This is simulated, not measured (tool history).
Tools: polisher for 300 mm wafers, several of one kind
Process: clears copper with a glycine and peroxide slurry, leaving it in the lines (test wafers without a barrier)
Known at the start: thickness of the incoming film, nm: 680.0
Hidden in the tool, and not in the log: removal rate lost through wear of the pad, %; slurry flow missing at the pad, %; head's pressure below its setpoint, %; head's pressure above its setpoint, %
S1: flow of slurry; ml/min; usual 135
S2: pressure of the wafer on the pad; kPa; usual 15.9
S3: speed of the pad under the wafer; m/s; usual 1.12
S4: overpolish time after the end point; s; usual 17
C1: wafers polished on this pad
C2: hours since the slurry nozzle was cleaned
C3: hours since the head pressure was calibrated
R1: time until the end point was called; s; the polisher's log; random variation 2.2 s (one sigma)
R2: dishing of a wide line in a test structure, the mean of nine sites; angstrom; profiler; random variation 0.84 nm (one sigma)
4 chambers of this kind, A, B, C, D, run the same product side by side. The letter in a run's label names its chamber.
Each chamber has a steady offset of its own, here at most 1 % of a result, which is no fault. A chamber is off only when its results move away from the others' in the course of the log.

| run | hour | S1 | S2 | S3 | S4 | C1 | C2 | C3 | R1 | R2 |
|---|---|---|---|---|---|---|---|---|---|---|
| 1D | 8.0 | 135 | 15.9 | 1.12 | 17 | 390 | 61.8 | 107.7 | 116.81 | 668.05 |
|  | 17.6 | chamber B: head pressure recalibrated |
| 2B | 20.0 | 135 | 15.9 | 1.12 | 17 | 412 | 151.7 | 2.5 | 114.49 | 675.85 |
| 3C | 28.9 | 135 | 15.9 | 1.12 | 17 | 234 | 554.9 | 377.4 | 108.54 | 662.52 |
|  | 29.2 | chamber A: worn pad replaced by a new one |
| 4A | 38.0 | 135 | 15.9 | 1.12 | 17 | 43 | 287.6 | 511.7 | 112.62 | 684.12 |
| 5B | 46.6 | 135 | 15.9 | 1.12 | 17 | 544 | 178.3 | 29.1 | 115.35 | 657.00 |
| 6A | 57.2 | 135 | 15.9 | 1.12 | 17 | 139 | 306.8 | 530.9 | 110.42 | 641.04 |
| 7C | 67.5 | 135 | 15.9 | 1.12 | 17 | 427 | 593.5 | 416.0 | 114.93 | 661.30 |
|  | 69.9 | chamber C: slurry nozzle cleaned |
| 8D | 78.4 | 110 | 13.1 | 1.12 | 17 | 741 | 132.2 | 178.1 | 138.94 | 550.52 |
| 9B | 86.6 | 110 | 13.1 | 1.12 | 17 | 744 | 218.3 | 69.1 | 135.55 | 552.34 |
| 10C | 95.3 | 110 | 13.1 | 1.12 | 17 | 565 | 25.4 | 443.8 | 140.78 | 558.92 |
| 11D | 106.5 | 110 | 13.1 | 1.12 | 17 | 881 | 160.3 | 206.2 | 144.24 | 567.39 |
|  | 110.8 | chamber C: worn pad replaced by a new one |
| 12A | 116.5 | 135 | 15.9 | 1.12 | 17 | 435 | 366.1 | 590.2 | 115.21 | 662.68 |
|  | 121.9 | chamber A: worn pad replaced by a new one |
| 13C | 127.4 | 135 | 15.9 | 1.12 | 17 | 83 | 57.5 | 475.9 | 111.64 | 667.85 |
| 14A | 133.8 | 135 | 15.9 | 1.12 | 17 | 59 | 383.4 | 607.5 | 114.94 | 658.03 |
| 15D | 142.2 | 135 | 15.9 | 1.12 | 17 | 1059 | 196.0 | 241.9 | 111.94 | 666.95 |
| 16B | 150.5 | 120 | 15.9 | 1.30 | 17 | 1063 | 282.2 | 133.0 | 102.09 | 710.32 |
| 17A | 161.4 | 120 | 15.9 | 1.30 | 17 | 197 | 411.0 | 635.1 | 104.88 | 733.48 |
| 18D | 166.8 | 120 | 15.9 | 1.30 | 17 | 1182 | 220.6 | 266.5 | 103.74 | 716.64 |
|  | 169.1 | chamber B: slurry nozzle cleaned |
| 19B | 172.7 | 120 | 15.9 | 1.30 | 17 | 1173 | 3.7 | 155.2 | 104.57 | 707.21 |
| 20C | 184.2 | 135 | 15.9 | 1.12 | 17 | 366 | 114.3 | 532.7 | 113.20 | 672.99 |
| 21A | 193.6 | 135 | 15.9 | 1.12 | 17 | 357 | 443.2 | 667.3 | 116.78 | 676.61 |
|  | 199.3 | chamber B: worn pad replaced by a new one |
| 22D | 202.6 | 135 | 15.9 | 1.12 | 13 | 1361 | 256.4 | 302.3 | 110.78 | 529.65 |
| 23B | 210.9 | 135 | 15.9 | 1.12 | 13 | 58 | 41.9 | 193.4 | 114.10 | 540.49 |
| 24C | 218.2 | 135 | 15.9 | 1.12 | 13 | 536 | 148.3 | 566.7 | 113.36 | 540.12 |
| 25C | 224.0 | 135 | 15.9 | 1.12 | 13 | 564 | 154.1 | 572.5 | 113.54 | 526.47 |

Next, every chamber runs the same settings. What will each give?
| 26A | 232.8 | 135 | 11.7 | 1.12 | 17 |  |  |  | ? | ? |
| 26B | 232.8 | 135 | 11.7 | 1.12 | 17 |  |  |  | ? | ? |
| 26C | 232.8 | 135 | 11.7 | 1.12 | 17 |  |  |  | ? | ? |
| 26D | 232.8 | 135 | 11.7 | 1.12 | 17 |  |  |  | ? | ? |

| run | R1 | R2 |
|---|---|---|
| 26A | 146.45 | 530.31 |
| 26B | 145.29 | 549.82 |
| 26C | 142.60 | 526.84 |
| 26D | 151.04 | 538.82 |

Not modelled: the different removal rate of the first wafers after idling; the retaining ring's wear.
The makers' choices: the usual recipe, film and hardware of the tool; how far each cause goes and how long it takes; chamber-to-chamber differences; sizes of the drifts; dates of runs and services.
